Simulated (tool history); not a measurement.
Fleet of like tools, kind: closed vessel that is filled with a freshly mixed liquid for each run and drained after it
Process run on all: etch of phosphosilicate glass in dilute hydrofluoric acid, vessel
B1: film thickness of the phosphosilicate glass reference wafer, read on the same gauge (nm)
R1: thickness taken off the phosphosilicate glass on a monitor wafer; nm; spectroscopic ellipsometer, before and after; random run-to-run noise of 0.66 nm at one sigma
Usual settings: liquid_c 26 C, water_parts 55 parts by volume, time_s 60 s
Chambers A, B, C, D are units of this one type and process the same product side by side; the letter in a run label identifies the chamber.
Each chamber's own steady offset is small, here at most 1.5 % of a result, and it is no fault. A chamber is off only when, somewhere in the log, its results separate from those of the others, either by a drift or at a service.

run 1D day=0.238 | liquid_c=26 water_parts=55 time_s=60 | B1=59.975 | R1=80.774
run 2A day=0.421 | liquid_c=26 water_parts=55 time_s=60 | B1=60.029 | R1=78.806
run 3B day=0.538 | liquid_c=26 water_parts=55 time_s=60 | B1=60.031 | R1=80.015
run 4C day=0.771 | liquid_c=26 water_parts=55 time_s=60 | B1=59.995 | R1=79.41
run 5D day=0.942 | liquid_c=26 water_parts=55 time_s=60 | B1=60.013 | R1=80.066
run 6B day=1.117 | liquid_c=26 water_parts=75 time_s=60 | B1=60.007 | R1=57.05
run 7C day=1.225 | liquid_c=26 water_parts=75 time_s=60 | B1=60.05 | R1=56.822
run 8A day=1.462 | liquid_c=26 water_parts=75 time_s=60 | B1=59.993 | R1=55.681
run 9A day=1.625 | liquid_c=26 water_parts=75 time_s=60 | B1=60.016 | R1=56.301
run 10C day=1.779 | liquid_c=26 water_parts=55 time_s=60 | B1=60.049 | R1=79.768
run 11B day=2 | liquid_c=26 water_parts=55 time_s=60 | B1=60.007 | R1=79.233
run 12D day=2.158 | liquid_c=23 water_parts=30 time_s=60 | B1=59.992 | R1=136.16
run 13B day=2.271 | liquid_c=23 water_parts=30 time_s=60 | B1=59.998 | R1=132.55
run 14C day=2.45 | liquid_c=23 water_parts=30 time_s=60 | B1=59.995 | R1=133.47
-- day=2.517 chamber D: thermometer replaced
run 15D day=2.588 | liquid_c=23 water_parts=30 time_s=60 | B1=60.032 | R1=135.34
run 16A day=2.767 | liquid_c=26 water_parts=55 time_s=60 | B1=59.994 | R1=79.154
run 17A day=2.925 | liquid_c=26 water_parts=55 time_s=60 | B1=60.002 | R1=79.259
run 18C day=3.146 | liquid_c=26 water_parts=55 time_s=60 | B1=59.997 | R1=80.617
run 19D day=3.254 | liquid_c=26 water_parts=55 time_s=60 | B1=60.003 | R1=79.888
run 20B day=3.471 | liquid_c=23.5 water_parts=30 time_s=60 | B1=60.001 | R1=131.97
run 21D day=3.692 | liquid_c=23.5 water_parts=30 time_s=60 | B1=59.999 | R1=137.61
run 22C day=3.892 | liquid_c=23.5 water_parts=30 time_s=60 | B1=59.979 | R1=137.77
run 23B day=4.092 | liquid_c=23.5 water_parts=30 time_s=60 | B1=59.964 | R1=131.39
run 24A day=4.2 | liquid_c=26 water_parts=55 time_s=60 | B1=59.998 | R1=78.328
run 25A day=4.346 | liquid_c=26 water_parts=55 time_s=60 | B1=59.995 | R1=78.709
run 26C day=4.467 | liquid_c=28 water_parts=55 time_s=90 | B1=60.004 | R1=133.24
run 27D day=4.604 | liquid_c=28 water_parts=55 time_s=90 | B1=59.997 | R1=129.63
run 28B day=4.725 | liquid_c=28 water_parts=55 time_s=90 | B1=60.018 | R1=126.24
run 29D day=4.9 | liquid_c=28 water_parts=55 time_s=90 | B1=60.034 | R1=129.19
run 30B day=5.092 | liquid_c=26 water_parts=55 time_s=60 | B1=60.008 | R1=76.49
run 31C day=5.208 | liquid_c=26 water_parts=80 time_s=60 | B1=59.999 | R1=54.256
run 32A day=5.379 | liquid_c=26 water_parts=80 time_s=60 | B1=60.009 | R1=51.777
run 33A day=5.508 | liquid_c=26 water_parts=80 time_s=60 | B1=60.021 | R1=52.167

For the next run the whole fleet of 4 chambers uses the same settings. Give each chamber's results:
run 34A day=5.683 | liquid_c=26 water_parts=55 time_s=75 | R1=?
run 34B day=5.683 | liquid_c=26 water_parts=55 time_s=75 | R1=?
run 34C day=5.683 | liquid_c=26 water_parts=55 time_s=75 | R1=?
run 34D day=5.683 | liquid_c=26 water_parts=55 time_s=75 | R1=?

run=34A R1=98.243
run=34B R1=94.416
run=34C R1=99.958
run=34D R1=98.324
